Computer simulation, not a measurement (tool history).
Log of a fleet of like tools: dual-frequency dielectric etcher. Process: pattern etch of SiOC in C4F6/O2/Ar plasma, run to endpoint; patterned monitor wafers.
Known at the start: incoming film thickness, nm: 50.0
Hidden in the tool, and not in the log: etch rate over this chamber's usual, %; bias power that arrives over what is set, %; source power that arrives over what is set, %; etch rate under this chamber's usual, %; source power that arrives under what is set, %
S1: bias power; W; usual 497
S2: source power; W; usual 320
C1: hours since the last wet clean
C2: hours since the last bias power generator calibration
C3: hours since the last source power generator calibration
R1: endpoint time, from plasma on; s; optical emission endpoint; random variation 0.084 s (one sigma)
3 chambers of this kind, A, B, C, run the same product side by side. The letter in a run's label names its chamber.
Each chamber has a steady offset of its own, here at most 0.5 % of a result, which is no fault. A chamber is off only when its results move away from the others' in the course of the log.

run,hour,S1,S2,C1,C2,C3,R1
1C,8.9,497,320,99.9,3893.5,629.5,18.311
2B,21.5,497,320,158,1178.1,109.9,18.271
3A,29.7,497,320,58.5,2022.9,114.1,18.336
4C,41,497,320,132,3925.6,661.6,18.298
5A,49.9,497,320,78.7,2043.1,134.3,18.233
6B,57.3,497,320,193.8,1213.9,145.7,18.367
7A,68.7,553,380,97.5,2061.9,153.1,16.383
8B,76.5,553,380,213,1233.1,164.9,16.498
9C,87.3,553,380,178.3,3971.9,707.9,16.619
10C,99.5,497,320,190.5,3984.1,720.1,18.397
11B,110.6,580,390,247.1,1267.2,199,16.023
12A,121.4,580,390,150.2,2114.6,205.8,16.2
13B,134.5,580,390,271,1291.1,222.9,16.15
14A,145.4,497,320,174.2,2138.6,229.8,18.377
15C,152.4,497,320,243.4,4037,773,18.69
16C,159.8,497,320,250.8,4044.4,780.4,18.844
17B,169.2,497,320,305.7,1325.8,257.6,18.411
18A,174.8,497,320,203.6,2168,259.2,18.428
19B,186.9,497,320,323.4,1343.5,275.3,18.363
20A,199.2,497,320,228,2192.4,283.6,18.358
21C,210.3,392,270,301.3,4094.9,830.9,22.049
22A,219.5,392,270,248.3,2212.7,303.9,21.411
23B,227.1,392,270,363.6,1383.7,315.5,21.328

Is one chamber off against the others, does the gauge drift, or is nothing wrong? If a chamber is off, say which, and what the likeliest cause is.

Chamber C drifts away from the others.
Cause: etch rate under this chamber's usual, % = 3.9.

Here are 4 candidates for chamber C's next run, each the usual settings with a change, their results left as question marks. Which one brings its results back in line with what the others give on the usual settings?
In line means no further than this from the other chambers' mean on the usual settings: R1 0.3 s
24C-1,236.4,497,360,,,,?
24C-2,236.4,469,300,,,,?
24C-3,236.4,449,290,,,,?
24C-4,236.4,545,350,,,,?

The other chambers' mean on the usual settings: R1 18.335 s
run,R1
24C-1,18.282
24C-2,19.979
24C-3,20.566
24C-4,17.832
24C-1 brings the chamber back in line.
